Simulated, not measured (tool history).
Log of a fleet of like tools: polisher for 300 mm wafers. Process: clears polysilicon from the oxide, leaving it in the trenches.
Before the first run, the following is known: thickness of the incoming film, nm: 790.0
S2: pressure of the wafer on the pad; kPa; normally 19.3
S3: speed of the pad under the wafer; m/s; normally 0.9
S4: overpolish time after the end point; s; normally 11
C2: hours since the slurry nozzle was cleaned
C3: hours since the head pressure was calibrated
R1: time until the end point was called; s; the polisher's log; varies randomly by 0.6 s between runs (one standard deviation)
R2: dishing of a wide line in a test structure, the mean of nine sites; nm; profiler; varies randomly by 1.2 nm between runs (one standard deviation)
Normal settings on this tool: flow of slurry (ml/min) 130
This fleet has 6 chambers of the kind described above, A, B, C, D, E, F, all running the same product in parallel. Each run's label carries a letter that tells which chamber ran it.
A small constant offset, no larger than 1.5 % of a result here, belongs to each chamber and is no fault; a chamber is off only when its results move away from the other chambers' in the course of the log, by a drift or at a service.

{"run": "1C", "hour": 8.5, "flow of slurry (ml/min)": 130, "S2": 19.3, "S3": 0.9, "S4": 11, "wafers polished on this pad": 849, "C2": 273.6, "C3": 151.2, "R1": 56.168, "R2": 60.006}
{"run": "2D", "hour": 16.7, "flow of slurry (ml/min)": 130, "S2": 19.3, "S3": 0.9, "S4": 11, "wafers polished on this pad": 307, "C2": 80.9, "C3": 159.4, "R1": 54.457, "R2": 60.033}
{"run": "3A", "hour": 21.6, "flow of slurry (ml/min)": 130, "S2": 19.3, "S3": 0.9, "S4": 11, "wafers polished on this pad": 366, "C2": 530.9, "C3": 649.1, "R1": 55.614, "R2": 56.657}
{"hour": 22.5, "done": "chamber E: worn pad replaced by a new one"}
{"run": "4B", "hour": 30.2, "flow of slurry (ml/min)": 130, "S2": 19.3, "S3": 0.9, "S4": 11, "wafers polished on this pad": 571, "C2": 281.5, "C3": 327.8, "R1": 54.295, "R2": 59.837}
{"run": "5E", "hour": 39.7, "flow of slurry (ml/min)": 130, "S2": 13.1, "S3": 0.9, "S4": 11, "wafers polished on this pad": 128, "C2": 646.3, "C3": 384, "R1": 81.278, "R2": 52.507}
{"run": "6F", "hour": 46.5, "flow of slurry (ml/min)": 130, "S2": 13.1, "S3": 0.9, "S4": 11, "wafers polished on this pad": 415, "C2": 406, "C3": 853, "R1": 82.402, "R2": 54.811}
{"hour": 49.9, "done": "chamber A: head pressure recalibrated"}
{"run": "7E", "hour": 51.4, "flow of slurry (ml/min)": 130, "S2": 13.1, "S3": 0.9, "S4": 11, "wafers polished on this pad": 215, "C2": 658, "C3": 395.7, "R1": 80.947, "R2": 53.669}
{"hour": 52.1, "done": "chamber C: worn pad replaced by a new one"}
{"hour": 55.5, "done": "chamber B: worn pad replaced by a new one"}
{"run": "8C", "hour": 59.3, "flow of slurry (ml/min)": 130, "S2": 13.1, "S3": 0.9, "S4": 11, "wafers polished on this pad": 53, "C2": 324.4, "C3": 202, "R1": 81.679, "R2": 51.565}
{"run": "9D", "hour": 65.8, "flow of slurry (ml/min)": 130, "S2": 13.1, "S3": 0.9, "S4": 11, "wafers polished on this pad": 673, "C2": 130, "C3": 208.5, "R1": 83.88, "R2": 51.577}
{"run": "10B", "hour": 75.9, "flow of slurry (ml/min)": 130, "S2": 13.1, "S3": 0.9, "S4": 11, "wafers polished on this pad": 153, "C2": 327.2, "C3": 373.5, "R1": 81.969, "R2": 53.619}
{"hour": 81.8, "done": "chamber D: worn pad replaced by a new one"}
{"run": "11F", "hour": 83.2, "flow of slurry (ml/min)": 130, "S2": 19.3, "S3": 0.9, "S4": 11, "wafers polished on this pad": 689, "C2": 442.7, "C3": 889.7, "R1": 55.251, "R2": 58.348}
{"run": "12A", "hour": 92.1, "flow of slurry (ml/min)": 130, "S2": 19.3, "S3": 0.9, "S4": 11, "wafers polished on this pad": 892, "C2": 601.4, "C3": 42.2, "R1": 55.293, "R2": 58.729}
{"run": "13B", "hour": 98.5, "flow of slurry (ml/min)": 130, "S2": 19.3, "S3": 0.9, "S4": 11, "wafers polished on this pad": 321, "C2": 349.8, "C3": 396.1, "R1": 54.654, "R2": 59.557}
{"hour": 99.4, "done": "chamber F: worn pad replaced by a new one"}
{"run": "14E", "hour": 103.0, "flow of slurry (ml/min)": 130, "S2": 15.2, "S3": 0.9, "S4": 11, "wafers polished on this pad": 601, "C2": 709.6, "C3": 447.3, "R1": 70.688, "R2": 56.064}
{"run": "15A", "hour": 110.0, "flow of slurry (ml/min)": 130, "S2": 15.2, "S3": 0.9, "S4": 11, "wafers polished on this pad": 1026, "C2": 619.3, "C3": 60.1, "R1": 69.523, "R2": 52.964}
{"run": "16D", "hour": 114.7, "flow of slurry (ml/min)": 130, "S2": 15.2, "S3": 0.9, "S4": 11, "wafers polished on this pad": 246, "C2": 178.9, "C3": 257.4, "R1": 69.962, "R2": 54.815}
{"hour": 116.9, "done": "chamber F: slurry nozzle cleaned"}
{"run": "17C", "hour": 124.1, "flow of slurry (ml/min)": 130, "S2": 15.2, "S3": 0.9, "S4": 11, "wafers polished on this pad": 537, "C2": 389.2, "C3": 266.8, "R1": 70.429, "R2": 52.78}
{"hour": 130.6, "done": "chamber E: worn pad replaced by a new one"}
{"run": "18F", "hour": 131.2, "flow of slurry (ml/min)": 130, "S2": 15.2, "S3": 0.9, "S4": 11, "wafers polished on this pad": 238, "C2": 14.3, "C3": 937.7, "R1": 70.379, "R2": 56.945}
{"run": "19A", "hour": 140.4, "flow of slurry (ml/min)": 130, "S2": 15.2, "S3": 0.9, "S4": 11, "wafers polished on this pad": 1253, "C2": 649.7, "C3": 90.5, "R1": 69.113, "R2": 54.381}
{"hour": 142.3, "done": "chamber B: worn pad replaced by a new one"}
{"hour": 148.0, "done": "chamber A: slurry nozzle cleaned"}
{"run": "20B", "hour": 148.7, "flow of slurry (ml/min)": 130, "S2": 19.3, "S3": 0.9, "S4": 11, "wafers polished on this pad": 48, "C2": 400, "C3": 446.3, "R1": 55.433, "R2": 59.389}
{"run": "21C", "hour": 158.2, "flow of slurry (ml/min)": 130, "S2": 19.3, "S3": 0.9, "S4": 11, "wafers polished on this pad": 792, "C2": 423.3, "C3": 300.9, "R1": 55.933, "R2": 59.507}
{"hour": 163.6, "done": "chamber F: head pressure recalibrated"}
{"run": "22D", "hour": 167.3, "flow of slurry (ml/min)": 130, "S2": 19.3, "S3": 0.9, "S4": 11, "wafers polished on this pad": 638, "C2": 231.5, "C3": 310, "R1": 54.523, "R2": 58.036}
{"run": "23F", "hour": 172.6, "flow of slurry (ml/min)": 130, "S2": 19.3, "S3": 0.9, "S4": 11, "wafers polished on this pad": 547, "C2": 55.7, "C3": 9.1, "R1": 55.204, "R2": 60.944}
{"run": "24E", "hour": 179.4, "flow of slurry (ml/min)": 155, "S2": 26.2, "S3": 0.9, "S4": 11, "wafers polished on this pad": 364, "C2": 786, "C3": 523.7, "R1": 38.306, "R2": 60.741}
{"hour": 181.6, "done": "chamber D: worn pad replaced by a new one"}
{"hour": 182.9, "done": "chamber A: worn pad replaced by a new one"}
{"run": "25E", "hour": 186.9, "flow of slurry (ml/min)": 155, "S2": 26.2, "S3": 0.9, "S4": 11, "wafers polished on this pad": 420, "C2": 793.5, "C3": 531.2, "R1": 38.284, "R2": 62.816}
{"run": "26F", "hour": 191.8, "flow of slurry (ml/min)": 155, "S2": 26.2, "S3": 0.9, "S4": 11, "wafers polished on this pad": 690, "C2": 74.9, "C3": 28.3, "R1": 40.026, "R2": 61.883}
{"run": "27A", "hour": 199.4, "flow of slurry (ml/min)": 155, "S2": 26.2, "S3": 0.9, "S4": 11, "wafers polished on this pad": 123, "C2": 51.4, "C3": 149.5, "R1": 39.099, "R2": 60.382}
{"run": "28C", "hour": 208.0, "flow of slurry (ml/min)": 155, "S2": 26.2, "S3": 0.9, "S4": 11, "wafers polished on this pad": 1164, "C2": 473.1, "C3": 350.7, "R1": 40.543, "R2": 62.233}
{"run": "29B", "hour": 213.5, "flow of slurry (ml/min)": 155, "S2": 26.2, "S3": 0.9, "S4": 11, "wafers polished on this pad": 532, "C2": 464.8, "C3": 511.1, "R1": 38.487, "R2": 62.349}
{"hour": 214.7, "done": "chamber F: worn pad replaced by a new one"}
{"hour": 218.4, "done": "chamber C: worn pad replaced by a new one"}
{"hour": 219.5, "done": "chamber E: worn pad replaced by a new one"}
{"run": "30D", "hour": 220.8, "flow of slurry (ml/min)": 130, "S2": 19.3, "S3": 0.9, "S4": 11, "wafers polished on this pad": 293, "C2": 285, "C3": 363.5, "R1": 56.563, "R2": 56.68}
{"hour": 225.2, "done": "chamber E: slurry nozzle cleaned"}
{"run": "31F", "hour": 231.0, "flow of slurry (ml/min)": 130, "S2": 19.3, "S3": 0.9, "S4": 11, "wafers polished on this pad": 121, "C2": 114.1, "C3": 67.5, "R1": 55.729, "R2": 59.416}
{"run": "32C", "hour": 235.8, "flow of slurry (ml/min)": 130, "S2": 19.3, "S3": 0.9, "S4": 11, "wafers polished on this pad": 130, "C2": 500.9, "C3": 378.5, "R1": 54.995, "R2": 58.077}
{"run": "33D", "hour": 242.4, "flow of slurry (ml/min)": 130, "S2": 19.3, "S3": 0.9, "S4": 11, "wafers polished on this pad": 454, "C2": 306.6, "C3": 385.1, "R1": 56.947, "R2": 61.134}
{"hour": 244.8, "done": "chamber D: head pressure recalibrated"}
{"hour": 247.8, "done": "chamber B: worn pad replaced by a new one"}
{"run": "34A", "hour": 249.3, "flow of slurry (ml/min)": 130, "S2": 19.3, "S3": 0.9, "S4": 11, "wafers polished on this pad": 496, "C2": 101.3, "C3": 199.4, "R1": 54.578, "R2": 61.173}
{"run": "35E", "hour": 257.2, "flow of slurry (ml/min)": 130, "S2": 19.3, "S3": 0.9, "S4": 11, "wafers polished on this pad": 281, "C2": 32, "C3": 601.5, "R1": 54.749, "R2": 59.986}
{"run": "36B", "hour": 264.6, "flow of slurry (ml/min)": 130, "S2": 19.3, "S3": 0.9, "S4": 11, "wafers polished on this pad": 125, "C2": 515.9, "C3": 562.2, "R1": 55.257, "R2": 58.782}
{"run": "37E", "hour": 274.4, "flow of slurry (ml/min)": 130, "S2": 19.3, "S3": 0.9, "S4": 11, "wafers polished on this pad": 410, "C2": 49.2, "C3": 618.7, "R1": 53.63, "R2": 57.373}
{"run": "38B", "hour": 280.8, "flow of slurry (ml/min)": 130, "S2": 19.3, "S3": 0.9, "S4": 11, "wafers polished on this pad": 246, "C2": 532.1, "C3": 578.4, "R1": 55.72, "R2": 59.329}
{"hour": 287.9, "done": "chamber D: worn pad replaced by a new one"}
{"run": "39C", "hour": 288.1, "flow of slurry (ml/min)": 130, "S2": 19.3, "S3": 0.9, "S4": 11, "wafers polished on this pad": 520, "C2": 553.2, "C3": 430.8, "R1": 56.492, "R2": 58.169}
{"run": "40D", "hour": 298.3, "flow of slurry (ml/min)": 130, "S2": 19.3, "S3": 0.9, "S4": 11, "wafers polished on this pad": 78, "C2": 362.5, "C3": 53.6, "R1": 58.585, "R2": 57.299}
{"run": "41F", "hour": 307.7, "flow of slurry (ml/min)": 130, "S2": 19.3, "S3": 0.9, "S4": 11, "wafers polished on this pad": 694, "C2": 190.8, "C3": 144.2, "R1": 56.393, "R2": 56.643}
{"run": "42A", "hour": 316.6, "flow of slurry (ml/min)": 130, "S2": 19.3, "S3": 0.9, "S4": 11, "wafers polished on this pad": 998, "C2": 168.6, "C3": 266.7, "R1": 54.649, "R2": 60.322}

The same settings go to every chamber for the next run, one line per chamber below. Forecast the results for each:
{"run": "43A", "hour": 324.0, "flow of slurry (ml/min)": 130, "S2": 19.3, "S3": 0.9, "S4": 11, "R1": "?", "R2": "?"}
{"run": "43B", "hour": 324.0, "flow of slurry (ml/min)": 130, "S2": 19.3, "S3": 0.9, "S4": 11, "R1": "?", "R2": "?"}
{"run": "43C", "hour": 324.0, "flow of slurry (ml/min)": 130, "S2": 19.3, "S3": 0.9, "S4": 11, "R1": "?", "R2": "?"}
{"run": "43D", "hour": 324.0, "flow of slurry (ml/min)": 130, "S2": 19.3, "S3": 0.9, "S4": 11, "R1": "?", "R2": "?"}
{"run": "43E", "hour": 324.0, "flow of slurry (ml/min)": 130, "S2": 19.3, "S3": 0.9, "S4": 11, "R1": "?", "R2": "?"}
{"run": "43F", "hour": 324.0, "flow of slurry (ml/min)": 130, "S2": 19.3, "S3": 0.9, "S4": 11, "R1": "?", "R2": "?"}

run=43A R1=53.845 R2=58.329
run=43B R1=55.489 R2=58.272
run=43C R1=56.343 R2=59.445
run=43D R1=59.786 R2=60.228
run=43E R1=54.234 R2=59.348
run=43F R1=55.182 R2=59.778
